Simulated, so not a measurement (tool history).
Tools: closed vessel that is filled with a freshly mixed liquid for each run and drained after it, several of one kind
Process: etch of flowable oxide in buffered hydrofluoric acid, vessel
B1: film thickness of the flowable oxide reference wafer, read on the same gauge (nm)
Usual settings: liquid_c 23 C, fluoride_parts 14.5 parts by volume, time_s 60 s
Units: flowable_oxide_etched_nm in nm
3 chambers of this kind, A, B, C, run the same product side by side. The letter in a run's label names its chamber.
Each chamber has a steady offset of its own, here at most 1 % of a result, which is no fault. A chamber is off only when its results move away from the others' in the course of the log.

{"run": "1B", "hour": 8.3, "liquid_c": 23, "fluoride_parts": 14.5, "time_s": 60, "B1": 130.01, "flowable_oxide_etched_nm": 135.36}
{"run": "2A", "hour": 19.0, "liquid_c": 23, "fluoride_parts": 14.5, "time_s": 60, "B1": 130.01, "flowable_oxide_etched_nm": 138.57}
{"run": "3C", "hour": 27.4, "liquid_c": 23, "fluoride_parts": 14.5, "time_s": 60, "B1": 129.98, "flowable_oxide_etched_nm": 137.57}
{"run": "4C", "hour": 37.7, "liquid_c": 23, "fluoride_parts": 14.5, "time_s": 60, "B1": 130.02, "flowable_oxide_etched_nm": 136.52}
{"run": "5A", "hour": 44.6, "liquid_c": 23, "fluoride_parts": 14.5, "time_s": 60, "B1": 130.03, "flowable_oxide_etched_nm": 137.95}
{"run": "6B", "hour": 49.6, "liquid_c": 23, "fluoride_parts": 14.5, "time_s": 60, "B1": 130.01, "flowable_oxide_etched_nm": 137.47}
{"run": "7A", "hour": 57.7, "liquid_c": 25, "fluoride_parts": 12, "time_s": 60, "B1": 130.02, "flowable_oxide_etched_nm": 182.11}
{"run": "8B", "hour": 67.3, "liquid_c": 25, "fluoride_parts": 12, "time_s": 60, "B1": 130.02, "flowable_oxide_etched_nm": 187.03}
{"run": "9C", "hour": 72.3, "liquid_c": 25, "fluoride_parts": 12, "time_s": 60, "B1": 130.02, "flowable_oxide_etched_nm": 185.1}
{"run": "10A", "hour": 78.9, "liquid_c": 23, "fluoride_parts": 14.5, "time_s": 60, "B1": 129.99, "flowable_oxide_etched_nm": 137.87}
{"run": "11B", "hour": 87.9, "liquid_c": 23, "fluoride_parts": 14.5, "time_s": 60, "B1": 129.99, "flowable_oxide_etched_nm": 136.94}
{"run": "12C", "hour": 92.9, "liquid_c": 27.5, "fluoride_parts": 17.5, "time_s": 60, "B1": 130, "flowable_oxide_etched_nm": 146.4}
{"run": "13B", "hour": 99.9, "liquid_c": 27.5, "fluoride_parts": 17.5, "time_s": 60, "B1": 130.02, "flowable_oxide_etched_nm": 145.63}
{"run": "14C", "hour": 105.1, "liquid_c": 27.5, "fluoride_parts": 17.5, "time_s": 60, "B1": 130, "flowable_oxide_etched_nm": 144.65}
{"run": "15A", "hour": 110.1, "liquid_c": 23, "fluoride_parts": 14.5, "time_s": 60, "B1": 130, "flowable_oxide_etched_nm": 138.4}
{"run": "16A", "hour": 116.4, "liquid_c": 23, "fluoride_parts": 14.5, "time_s": 60, "B1": 130, "flowable_oxide_etched_nm": 137.67}
{"run": "17C", "hour": 125.3, "liquid_c": 23, "fluoride_parts": 14.5, "time_s": 60, "B1": 129.98, "flowable_oxide_etched_nm": 138.21}
{"hour": 127.2, "done": "chamber A: hydrofluoric acid flow meter replaced"}
{"run": "18B", "hour": 134.1, "liquid_c": 23, "fluoride_parts": 14.5, "time_s": 60, "B1": 129.98, "flowable_oxide_etched_nm": 136.6}
{"run": "19C", "hour": 142.2, "liquid_c": 23, "fluoride_parts": 14.5, "time_s": 60, "B1": 129.99, "flowable_oxide_etched_nm": 137.92}
{"run": "20B", "hour": 147.6, "liquid_c": 23, "fluoride_parts": 14.5, "time_s": 60, "B1": 129.98, "flowable_oxide_etched_nm": 138.54}
{"run": "21A", "hour": 154.2, "liquid_c": 23, "fluoride_parts": 14.5, "time_s": 60, "B1": 130.01, "flowable_oxide_etched_nm": 139.58}
{"run": "22A", "hour": 161.9, "liquid_c": 23, "fluoride_parts": 14.5, "time_s": 60, "B1": 129.98, "flowable_oxide_etched_nm": 136.57}
{"run": "23C", "hour": 169.1, "liquid_c": 23, "fluoride_parts": 14.5, "time_s": 60, "B1": 130, "flowable_oxide_etched_nm": 137.5}
{"run": "24B", "hour": 174.8, "liquid_c": 19.5, "fluoride_parts": 14.5, "time_s": 90, "B1": 130.01, "flowable_oxide_etched_nm": 167.68}
{"run": "25B", "hour": 184.7, "liquid_c": 19.5, "fluoride_parts": 14.5, "time_s": 90, "B1": 129.98, "flowable_oxide_etched_nm": 170.75}
{"run": "26A", "hour": 194.2, "liquid_c": 19.5, "fluoride_parts": 14.5, "time_s": 90, "B1": 129.99, "flowable_oxide_etched_nm": 168.13}
{"run": "27C", "hour": 200.0, "liquid_c": 23, "fluoride_parts": 14.5, "time_s": 60, "B1": 130.03, "flowable_oxide_etched_nm": 136.48}
{"run": "28A", "hour": 209.1, "liquid_c": 23, "fluoride_parts": 14.5, "time_s": 60, "B1": 129.99, "flowable_oxide_etched_nm": 138.75}
{"run": "29B", "hour": 220.0, "liquid_c": 23, "fluoride_parts": 14.5, "time_s": 60, "B1": 129.98, "flowable_oxide_etched_nm": 137.79}
{"run": "30C", "hour": 229.6, "liquid_c": 23, "fluoride_parts": 14.5, "time_s": 60, "B1": 130, "flowable_oxide_etched_nm": 135.66}
{"hour": 233.1, "done": "chamber B: thermometer replaced"}
{"run": "31B", "hour": 234.9, "liquid_c": 23, "fluoride_parts": 14.5, "time_s": 60, "B1": 129.99, "flowable_oxide_etched_nm": 134.8}
{"run": "32A", "hour": 241.8, "liquid_c": 23, "fluoride_parts": 14.5, "time_s": 60, "B1": 130, "flowable_oxide_etched_nm": 137.9}
{"run": "33C", "hour": 252.6, "liquid_c": 23, "fluoride_parts": 14.5, "time_s": 60, "B1": 129.98, "flowable_oxide_etched_nm": 139}
{"hour": 253.5, "done": "chamber A: thermometer replaced"}
{"run": "34B", "hour": 259.9, "liquid_c": 23, "fluoride_parts": 14.5, "time_s": 60, "B1": 130.01, "flowable_oxide_etched_nm": 135.33}
{"run": "35A", "hour": 266.6, "liquid_c": 23, "fluoride_parts": 14.5, "time_s": 60, "B1": 129.98, "flowable_oxide_etched_nm": 139.17}
{"run": "36C", "hour": 275.2, "liquid_c": 25, "fluoride_parts": 14.5, "time_s": 80, "B1": 130, "flowable_oxide_etched_nm": 208.05}
{"run": "37A", "hour": 281.3, "liquid_c": 25, "fluoride_parts": 14.5, "time_s": 80, "B1": 129.99, "flowable_oxide_etched_nm": 203.08}
{"run": "38B", "hour": 291.6, "liquid_c": 25, "fluoride_parts": 14.5, "time_s": 80, "B1": 130.01, "flowable_oxide_etched_nm": 204.57}
{"run": "39C", "hour": 300.3, "liquid_c": 23, "fluoride_parts": 14.5, "time_s": 60, "B1": 130.02, "flowable_oxide_etched_nm": 135.07}
{"run": "40C", "hour": 306.5, "liquid_c": 23, "fluoride_parts": 14.5, "time_s": 60, "B1": 130.01, "flowable_oxide_etched_nm": 137.76}
{"run": "41A", "hour": 311.8, "liquid_c": 23, "fluoride_parts": 14.5, "time_s": 60, "B1": 129.99, "flowable_oxide_etched_nm": 137.53}
{"run": "42B", "hour": 320.3, "liquid_c": 23, "fluoride_parts": 14.5, "time_s": 60, "B1": 130.02, "flowable_oxide_etched_nm": 137.61}
{"run": "43A", "hour": 331.5, "liquid_c": 20.5, "fluoride_parts": 14.5, "time_s": 90, "B1": 129.98, "flowable_oxide_etched_nm": 181.35}
{"run": "44C", "hour": 342.2, "liquid_c": 20.5, "fluoride_parts": 14.5, "time_s": 90, "B1": 129.99, "flowable_oxide_etched_nm": 179.13}

Next, every chamber runs the same settings. What will each give?
{"run": "45A", "hour": 350.5, "liquid_c": 23, "fluoride_parts": 14.5, "time_s": 60, "flowable_oxide_etched_nm": "?"}
{"run": "45B", "hour": 350.5, "liquid_c": 23, "fluoride_parts": 14.5, "time_s": 60, "flowable_oxide_etched_nm": "?"}
{"run": "45C", "hour": 350.5, "liquid_c": 23, "fluoride_parts": 14.5, "time_s": 60, "flowable_oxide_etched_nm": "?"}

run=45A flowable_oxide_etched_nm=137.97
run=45B flowable_oxide_etched_nm=136.64
run=45C flowable_oxide_etched_nm=137.79

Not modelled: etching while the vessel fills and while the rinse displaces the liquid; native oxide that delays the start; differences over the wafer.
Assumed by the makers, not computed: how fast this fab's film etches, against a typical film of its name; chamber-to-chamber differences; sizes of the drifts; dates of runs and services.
